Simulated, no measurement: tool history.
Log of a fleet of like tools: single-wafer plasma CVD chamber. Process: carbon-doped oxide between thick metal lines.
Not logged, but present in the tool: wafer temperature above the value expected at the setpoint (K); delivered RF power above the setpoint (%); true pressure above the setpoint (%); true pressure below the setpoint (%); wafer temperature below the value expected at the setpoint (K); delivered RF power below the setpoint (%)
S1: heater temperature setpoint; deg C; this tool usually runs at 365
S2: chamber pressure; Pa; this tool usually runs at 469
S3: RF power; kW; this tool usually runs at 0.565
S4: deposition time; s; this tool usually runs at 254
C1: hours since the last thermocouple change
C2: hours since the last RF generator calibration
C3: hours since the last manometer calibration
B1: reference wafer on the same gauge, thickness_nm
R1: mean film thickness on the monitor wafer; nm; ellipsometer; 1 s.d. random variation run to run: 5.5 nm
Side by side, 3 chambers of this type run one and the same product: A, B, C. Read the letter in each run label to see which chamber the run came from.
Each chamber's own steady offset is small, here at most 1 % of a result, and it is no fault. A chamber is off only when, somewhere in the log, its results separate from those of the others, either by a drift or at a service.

run,hour,S1,S2,S3,S4,C1,C2,C3,B1,R1
1C,2.4,365,469,0.565,254,887,539.6,807.5,1100.2,1272.6
2B,5,365,469,0.565,254,474,1283.7,1877.7,1100.4,1253
3A,7.8,365,469,0.565,254,324.8,669.8,691.1,1099.7,1270.5
4A,12.5,365,469,0.565,254,329.5,674.5,695.8,1099.7,1271.4
5B,15.3,365,469,0.565,254,484.3,1294,1888,1100.5,1260
6C,20.4,365,469,0.565,254,905,557.6,825.5,1099.8,1271.6
7A,23.2,365,469,0.485,254,340.2,685.2,706.5,1099,1152.2
8C,27.6,365,469,0.485,254,912.2,564.8,832.7,1100.1,1159
9B,31.4,365,469,0.485,254,500.4,1310.1,1904.1,1099,1143.9
10B,34.8,365,469,0.565,254,503.8,1313.5,1907.5,1100.6,1254.3
11C,38.1,365,469,0.565,254,922.7,575.3,843.2,1099.5,1246.8
# hour 40.4: chamber B: RF generator calibrated
12A,41.9,365,469,0.565,254,358.9,703.9,725.2,1099.6,1271.8
13A,44.3,365,469,0.565,254,361.3,706.3,727.6,1099.7,1269.1
14C,49.5,365,469,0.565,254,934.1,586.7,854.6,1099.5,1252.2
15B,53.2,365,469,0.565,254,522.2,12.9,1925.9,1100.3,1252.6
16A,58,365,469,0.565,254,375,720,741.3,1100.2,1276.9
17C,60.9,365,469,0.565,254,945.5,598.1,866,1100.2,1242.4
18B,64.1,365,469,0.565,254,533.1,23.8,1936.8,1100.2,1266.2
19A,67.3,370,559,0.565,254,384.3,729.3,750.6,1100,1290
20B,71.1,370,559,0.565,254,540.1,30.8,1943.8,1100.4,1272
21C,74.3,370,559,0.565,254,958.9,611.5,879.4,1101.7,1234.9
22B,76.8,365,469,0.565,254,545.8,36.5,1949.5,1100.8,1269.9
23A,81.1,365,469,0.565,254,398.1,743.1,764.4,1100,1269.4
24C,83.5,365,469,0.565,254,968.1,620.7,888.6,1099.6,1218.9
25C,86.1,365,469,0.565,254,970.7,623.3,891.2,1100.1,1211.8
26B,89.2,356,469,0.565,254,558.2,48.9,1961.9,1099.2,1279.2

For the next run the whole fleet of 3 chambers uses the same settings. Give each chamber's results:
27A,92.9,365,469,0.565,254,,,,,?
27B,92.9,365,469,0.565,254,,,,,?
27C,92.9,365,469,0.565,254,,,,,?

run,R1
27A,1277.4
27B,1261.9
27C,1212.4
